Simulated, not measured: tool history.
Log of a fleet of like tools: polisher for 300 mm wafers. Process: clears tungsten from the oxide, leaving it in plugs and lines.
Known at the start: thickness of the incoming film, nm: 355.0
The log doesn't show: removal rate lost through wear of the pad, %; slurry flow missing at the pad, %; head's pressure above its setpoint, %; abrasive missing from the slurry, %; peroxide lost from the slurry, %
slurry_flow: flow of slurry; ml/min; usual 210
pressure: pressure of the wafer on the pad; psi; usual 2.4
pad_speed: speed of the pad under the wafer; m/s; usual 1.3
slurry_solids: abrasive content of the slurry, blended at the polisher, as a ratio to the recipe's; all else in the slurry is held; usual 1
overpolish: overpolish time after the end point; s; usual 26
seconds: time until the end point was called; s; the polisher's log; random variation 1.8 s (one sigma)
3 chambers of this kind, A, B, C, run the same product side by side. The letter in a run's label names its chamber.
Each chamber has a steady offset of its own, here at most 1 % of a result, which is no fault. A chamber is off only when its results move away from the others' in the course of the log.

run,hour,slurry_flow,pressure,pad_speed,slurry_solids,overpolish,wafers polished on this pad,hours since the slurry nozzle was cleaned,hours since the head pressure was calibrated,hours since the slurry blender was calibrated,hours since the slurry got fresh peroxide,seconds
# hour 1.7: chamber A: slurry tank refilled with fresh slurry and peroxide
1C,4.7,210,2.4,1.3,1,26,749,247.6,292.6,175.7,33.1,110.81
2B,7.1,210,2.4,1.3,1,26,283,212.1,472.4,259.8,22.9,108.97
3A,10.5,210,2.4,1.3,1,26,286,373.7,398.3,147.7,8.8,105.89
4C,15.9,210,2.4,1.3,1,26,837,258.8,303.8,186.9,44.3,109.07
5B,21.3,210,2.4,1.3,1,26,394,226.3,486.6,274,37.1,107.85
6A,25.5,210,2.4,1.3,1,26,404,388.7,413.3,162.7,23.8,108.39
7C,29.6,210,2.4,1.3,1,26,945,272.5,317.5,200.6,58,107.68
8B,33.6,150,2.4,1.3,1,34,491,238.6,498.9,286.3,49.4,109.99
9A,37.8,150,2.4,1.3,1,34,501,401,425.6,175,36.1,113.82
10B,40.6,150,2.4,1.3,1,34,546,245.6,505.9,293.3,56.4,114.94
11A,43.1,210,2.4,1.3,1,26,543,406.3,430.9,180.3,41.4,108.92
12C,46.6,210,2.4,1.3,1,26,1078,289.5,334.5,217.6,75,106.82
13C,50.1,210,2.4,1.3,1,26,1106,293,338,221.1,78.5,108.92
14A,53.2,210,2.4,1.3,1,26,622,416.4,441,190.4,51.5,105.53
# hour 56.2: chamber A: slurry blender recalibrated
15B,57.8,210,2.4,1.3,1,26,681,262.8,523.1,310.5,73.6,107.04
16B,61.3,210,2.4,1.3,1,26,709,266.3,526.6,314,77.1,106.87
17C,63.9,260,2.4,1.3,1.2,26,1214,306.8,351.8,234.9,92.3,103.44
18A,66.4,260,2.4,1.3,1.2,26,726,429.6,454.2,10.3,64.7,102.29
19A,68.7,260,2.4,1.3,1.2,26,744,431.9,456.5,12.6,67,99.605
20C,74.1,210,2.4,1.3,1,26,1295,317,362,245.1,102.5,110.69
21B,76.7,210,2.4,1.3,1,26,830,281.7,542,329.4,92.5,109.82
22C,79.7,210,2.4,1.3,1,26,1339,322.6,367.6,250.7,108.1,114.78
# hour 82.5: chamber C: worn pad replaced by a new one
# hour 83.1: chamber A: slurry tank refilled with fresh slurry and peroxide
23B,83.9,210,2.4,1.3,1,26,887,288.9,549.2,336.6,99.7,108.09
24A,88,210,2.4,1.3,1,26,896,451.2,475.8,31.9,5,104.55
25B,92.5,210,3.1,1.74,1,26,954,297.5,557.8,345.2,108.3,60.32
26A,95.9,210,3.1,1.74,1,26,958,459.1,483.7,39.8,12.9,62.535
27C,100.4,210,3.1,1.74,1,26,140,343.3,388.3,271.4,128.8,68.894
# hour 101.8: chamber B: slurry tank refilled with fresh slurry and peroxide
28C,104.9,210,2.4,1.3,1,26,176,347.8,392.8,275.9,133.3,118.94
29A,108.6,210,2.4,1.3,1,26,1058,471.8,496.4,52.5,25.6,107.09
30B,111.5,210,2.4,1.3,1,26,1104,316.5,576.8,364.2,9.7,108.83
31A,113.9,210,2.4,1.3,1,26,1100,477.1,501.7,57.8,30.9,106
32B,117.8,210,2.4,1.3,1,26,1153,322.8,583.1,370.5,16,106.98
# hour 122.7: chamber B: head pressure recalibrated
33C,123.2,210,2.4,1.3,1,26,320,366.1,411.1,294.2,151.6,123.53
# hour 124.3: chamber A: worn pad replaced by a new one
34A,126.2,210,2.4,1.3,1,26,15,489.4,514,70.1,43.2,107.29
35C,129.3,210,2.4,1.3,1,26,368,372.2,417.2,300.3,157.7,123.88
36B,132.6,150,3.2,1.3,1,26,1270,337.6,10,385.3,30.8,85.729
37A,137,150,3.2,1.3,1,26,100,500.2,524.8,80.9,54,82.767
38B,142.2,150,3.2,1.3,1,26,1345,347.2,19.6,394.9,40.4,83.001
39C,147.3,210,2.4,1.3,1,26,509,390.2,435.2,318.3,175.7,129.35
40C,150.2,210,2.4,1.3,1,26,532,393.1,438.1,321.2,178.6,131.08
# hour 152.1: chamber C: slurry blender recalibrated
41A,152.6,210,2.4,1.3,1,26,223,515.8,540.4,96.5,69.6,106.99
42B,157.4,210,2.4,1.3,1,26,1465,362.4,34.8,410.1,55.6,105.59
43B,161.7,210,2.4,1.3,1,26,1499,366.7,39.1,414.4,59.9,106.03
44C,166.4,210,2.4,1.3,1,26,660,409.3,454.3,14.4,194.8,136.63

Next, every chamber runs the same settings. What will each give?
45A,170.3,210,2.4,1.3,1,26,,,,,,?
45B,170.3,210,2.4,1.3,1,26,,,,,,?
45C,170.3,210,2.4,1.3,1,26,,,,,,?

run,seconds
45A,106.27
45B,108.17
45C,137.25

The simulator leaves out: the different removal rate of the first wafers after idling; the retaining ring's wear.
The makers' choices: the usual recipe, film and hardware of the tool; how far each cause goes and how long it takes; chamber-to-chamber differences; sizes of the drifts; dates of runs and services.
